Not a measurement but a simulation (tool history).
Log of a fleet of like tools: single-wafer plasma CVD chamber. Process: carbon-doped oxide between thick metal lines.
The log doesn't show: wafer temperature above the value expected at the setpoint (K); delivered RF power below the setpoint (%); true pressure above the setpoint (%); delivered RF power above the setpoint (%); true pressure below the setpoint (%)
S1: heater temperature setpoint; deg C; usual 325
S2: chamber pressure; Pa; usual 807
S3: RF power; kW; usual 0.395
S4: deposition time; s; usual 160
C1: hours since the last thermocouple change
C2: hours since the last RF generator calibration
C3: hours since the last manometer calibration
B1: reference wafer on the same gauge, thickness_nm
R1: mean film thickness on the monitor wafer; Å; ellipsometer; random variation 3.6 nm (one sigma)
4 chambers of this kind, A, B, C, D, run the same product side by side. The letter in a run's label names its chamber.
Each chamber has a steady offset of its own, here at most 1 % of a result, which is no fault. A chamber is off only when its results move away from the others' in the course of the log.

run   hour   S1   S2     S3   S4      C1      C2      C3      B1      R1
 1D     10  325  807  0.395  160   504.7    14.6   756.3  633.25  7550.5
 2C     15  325  807  0.395  160   778.8   195.6  1056.2  632.27  7555.4
 3B   24.3  325  807  0.395  160   250.3  1207.5  1067.5  633.29  7577.9
 4A   34.9  325  807  0.395  160   271.7   143.2   816.9  633.37  7577.5
 5D   41.1  325  807  0.395  160   535.8    45.7   787.4  633.45  7638.3
 6C   47.8  325  807   0.43  187   811.6   228.4    1089  633.07  9304.4
 7A   58.6  325  807   0.43  187   295.4   166.9   840.6   633.1  9431.7
 8B   69.4  325  807   0.43  187   295.4  1252.6  1112.6  633.11  9417.8
 9D   77.4  325  807   0.43  187   572.1      82   823.7  633.15  9440.4
10C   86.7  325  807  0.395  160   850.5   267.3  1127.9  633.23  7512.1
11B   96.5  325  697  0.395  175   322.5  1279.7  1139.7   633.4  8127.7
12A  104.8  325  697  0.395  175   341.6   213.1   886.8  632.98  8154.1
13B  116.1  325  697  0.395  175   342.1  1299.3  1159.3  632.34  8095.2
14D  125.7  325  697  0.395  175   620.4   130.3     872  633.09  8138.1
15C  132.4  325  807  0.395  160   896.2     313  1173.6  632.83  7466.4
16A  138.9  325  807  0.395  160   375.7   247.2   920.9  632.64  7670.2
17A  148.6  325  807  0.395  160   385.4   256.9   930.6   632.5  7571.2
     150.6  -- chamber A: capacitance manometer re-zeroed and calibrated
18D  154.8  325  807  0.395  160   649.5   159.4   901.1  632.59  7586.6
19B  161.2  325  807  0.395  160   387.2  1344.4  1204.4  633.56  7482.9
20C  167.7  325  807  0.395  160   931.5   348.3  1208.9  632.95  7550.2
21C    174  325  807  0.395  160   937.8   354.6  1215.2   633.5  7535.8
22D  179.8  325  807  0.395  160   674.5   184.4   926.1  632.85  7533.6
23A  189.1  325  807  0.395  160   425.9   297.4    38.5  632.47  7596.7
24B  196.4  325  807  0.395  160   422.4  1379.6  1239.6  633.06  7447.3
25D  203.9  325  807  0.395  160   698.6   208.5   950.2  632.73  7632.9
26C  214.4  325  807  0.395  160   978.2     395  1255.6  632.11  7537.4
27A  219.4  325  807  0.395  160   456.2   327.7    68.8   632.7  7544.1
28B  229.4  325  807  0.395  160   455.4  1412.6  1272.6  632.95  7431.4
29B  235.5  325  807  0.395  160   461.5  1418.7  1278.7  633.61  7385.8
30A  240.6  325  807  0.395  160   477.4   348.9      90  632.99  7576.8
31D  246.1  325  807  0.395  160   740.8   250.7   992.4  632.63  7522.8
32C  251.6  325  807  0.395  160  1015.4   432.2  1292.8  632.53  7575.3
33C  258.1  325  807  0.395  160  1021.9   438.7  1299.3  633.14    7483
34A  265.3  333  807  0.395  180   502.1   373.6   114.7  633.66  8285.8
35D  274.1  333  807  0.395  180   768.8   278.7  1020.4  633.61  8349.3
36B  281.1  333  807  0.395  180   507.1  1464.3  1324.3  632.82  8026.5
37B  288.8  333  807  0.395  180   514.8    1472    1332   633.1  8060.9
38C  299.8  325  807  0.395  160  1063.6   480.4    1341  632.68  7479.1
39D  308.3  325  807  0.395  160     803   312.9  1054.6  632.49  7570.9
40A  316.1  325  807  0.395  160   552.9   424.4   165.5  633.47  7539.7
41A  327.3  325  807  0.395  160   564.1   435.6   176.7  633.29  7620.1
42C  338.1  325  807  0.395  160  1101.9   518.7  1379.3  632.42  7514.8

What goes on in this fleet: one chamber off, a drifting gauge, or nothing beyond the chambers' own small offsets? Name the chamber and the cause, if any.

Chamber B drifts away from the others.
Cause: delivered RF power below the setpoint (%) = 5.54.

Here are 4 candidates for chamber B's next run, each the usual settings with a change, their results left as question marks. Which one brings its results back in line with what the others give on the usual settings?
In line means no further than this from the other chambers' mean on the usual settings: R1 130 Å
43B-1  346.2  325  808  0.395  161                   ?
43B-2  346.2  325  805  0.395  158                   ?
43B-3  346.2  325  811    0.4  164                   ?
43B-4  346.2  325  807  0.395  153                   ?

The other chambers' mean on the usual settings: R1 7570.4 Å
  run      R1
43B-1  7302.1
43B-2  7163.7
43B-3  7510.2
43B-4  6939.1
43B-3 brings the chamber back in line.

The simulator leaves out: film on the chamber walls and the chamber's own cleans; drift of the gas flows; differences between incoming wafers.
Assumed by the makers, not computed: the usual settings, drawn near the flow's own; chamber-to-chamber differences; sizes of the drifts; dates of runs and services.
